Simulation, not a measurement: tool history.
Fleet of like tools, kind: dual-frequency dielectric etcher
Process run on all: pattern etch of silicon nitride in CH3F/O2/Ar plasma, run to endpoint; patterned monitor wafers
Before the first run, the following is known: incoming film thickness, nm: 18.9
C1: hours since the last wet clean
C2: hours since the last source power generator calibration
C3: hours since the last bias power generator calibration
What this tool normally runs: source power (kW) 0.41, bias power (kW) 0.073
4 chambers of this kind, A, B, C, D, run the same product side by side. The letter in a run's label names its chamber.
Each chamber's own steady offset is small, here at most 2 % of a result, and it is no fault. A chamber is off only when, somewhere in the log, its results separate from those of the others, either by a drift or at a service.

-- hour=1.2 chamber C: wet clean of the chamber
run 1B hour=5.8 | source_power_(kW)=0.41 bias_power_(kW)=0.073 | C1=368.8 C2=3681.5 C3=2654.8 | endpoint_time_(s)=26.67
run 2A hour=15 | source_power_(kW)=0.41 bias_power_(kW)=0.073 | C1=113.5 C2=1246.6 C3=2325.5 | endpoint_time_(s)=26.594
run 3D hour=24.4 | source_power_(kW)=0.41 bias_power_(kW)=0.073 | C1=75.8 C2=1515.7 C3=2656.8 | endpoint_time_(s)=27.006
run 4C hour=33.3 | source_power_(kW)=0.41 bias_power_(kW)=0.073 | C1=32.1 C2=4062.2 C3=3016 | endpoint_time_(s)=26.696
run 5D hour=43.4 | source_power_(kW)=0.41 bias_power_(kW)=0.073 | C1=94.8 C2=1534.7 C3=2675.8 | endpoint_time_(s)=27.067
run 6A hour=51.8 | source_power_(kW)=0.41 bias_power_(kW)=0.073 | C1=150.3 C2=1283.4 C3=2362.3 | endpoint_time_(s)=26.697
run 7C hour=58 | source_power_(kW)=0.33 bias_power_(kW)=0.081 | C1=56.8 C2=4086.9 C3=3040.7 | endpoint_time_(s)=27.898
run 8B hour=64.4 | source_power_(kW)=0.33 bias_power_(kW)=0.081 | C1=427.4 C2=3740.1 C3=2713.4 | endpoint_time_(s)=27.591
run 9B hour=73.2 | source_power_(kW)=0.33 bias_power_(kW)=0.081 | C1=436.2 C2=3748.9 C3=2722.2 | endpoint_time_(s)=27.601
run 10C hour=82.4 | source_power_(kW)=0.33 bias_power_(kW)=0.081 | C1=81.2 C2=4111.3 C3=3065.1 | endpoint_time_(s)=27.702
run 11A hour=92 | source_power_(kW)=0.41 bias_power_(kW)=0.073 | C1=190.5 C2=1323.6 C3=2402.5 | endpoint_time_(s)=26.756
run 12D hour=101.2 | source_power_(kW)=0.41 bias_power_(kW)=0.073 | C1=152.6 C2=1592.5 C3=2733.6 | endpoint_time_(s)=27.112
run 13D hour=111.4 | source_power_(kW)=0.41 bias_power_(kW)=0.073 | C1=162.8 C2=1602.7 C3=2743.8 | endpoint_time_(s)=26.804
run 14B hour=118.9 | source_power_(kW)=0.41 bias_power_(kW)=0.073 | C1=481.9 C2=3794.6 C3=2767.9 | endpoint_time_(s)=26.482
run 15C hour=127.9 | source_power_(kW)=0.36 bias_power_(kW)=0.073 | C1=126.7 C2=4156.8 C3=3110.6 | endpoint_time_(s)=27.636
run 16A hour=139.1 | source_power_(kW)=0.36 bias_power_(kW)=0.073 | C1=237.6 C2=1370.7 C3=2449.6 | endpoint_time_(s)=28.38
-- hour=147.1 chamber B: wet clean of the chamber
run 17D hour=149.2 | source_power_(kW)=0.36 bias_power_(kW)=0.073 | C1=200.6 C2=1640.5 C3=2781.6 | endpoint_time_(s)=28.353
run 18C hour=158.7 | source_power_(kW)=0.36 bias_power_(kW)=0.073 | C1=157.5 C2=4187.6 C3=3141.4 | endpoint_time_(s)=28.123
run 19B hour=169.8 | source_power_(kW)=0.41 bias_power_(kW)=0.073 | C1=22.7 C2=3845.5 C3=2818.8 | endpoint_time_(s)=26.581
run 20A hour=178.5 | source_power_(kW)=0.41 bias_power_(kW)=0.073 | C1=277 C2=1410.1 C3=2489 | endpoint_time_(s)=27.321
run 21B hour=186.8 | source_power_(kW)=0.41 bias_power_(kW)=0.073 | C1=39.7 C2=3862.5 C3=2835.8 | endpoint_time_(s)=26.604
run 22C hour=197 | source_power_(kW)=0.41 bias_power_(kW)=0.073 | C1=195.8 C2=4225.9 C3=3179.7 | endpoint_time_(s)=26.702
run 23D hour=207.4 | source_power_(kW)=0.41 bias_power_(kW)=0.073 | C1=258.8 C2=1698.7 C3=2839.8 | endpoint_time_(s)=26.961
run 24A hour=214.6 | source_power_(kW)=0.41 bias_power_(kW)=0.073 | C1=313.1 C2=1446.2 C3=2525.1 | endpoint_time_(s)=27.397
run 25C hour=224.8 | source_power_(kW)=0.41 bias_power_(kW)=0.073 | C1=223.6 C2=4253.7 C3=3207.5 | endpoint_time_(s)=26.919

Read the log: is a single chamber off, either drifting away or since a service, is the gauge that measures every chamber drifting, or is nothing wrong beyond small per-chamber offsets? Name any odd chamber and what most likely caused it.

It is chamber A that slowly wanders off from its peers.
Most likely cause: etch rate under this chamber's usual, % = 3.85.

Below are 4 candidate recipes for chamber A's next run, each the usual settings with a change, their results shown as question marks. Which of them brings A's results back in line with what the other chambers give on the usual settings?
Allowed miss from the other chambers' usual-settings mean, per result, to count as in line: endpoint time (s) 0.57
run 26A-1 hour=233 | source_power_(kW)=0.34 bias_power_(kW)=0.073 | endpoint_time_(s)=?
run 26A-2 hour=233 | source_power_(kW)=0.41 bias_power_(kW)=0.082 | endpoint_time_(s)=?
run 26A-3 hour=233 | source_power_(kW)=0.5 bias_power_(kW)=0.073 | endpoint_time_(s)=?
run 26A-4 hour=233 | source_power_(kW)=0.39 bias_power_(kW)=0.069 | endpoint_time_(s)=?

Mean of the other chambers on the usual settings: endpoint time (s) 26.695
run=26A-1 endpoint_time_(s)=29.847
run=26A-2 endpoint_time_(s)=26.714
run=26A-3 endpoint_time_(s)=25.785
run=26A-4 endpoint_time_(s)=28.885
The right change is 26A-2: it brings the chamber back within the allowed miss of the others.
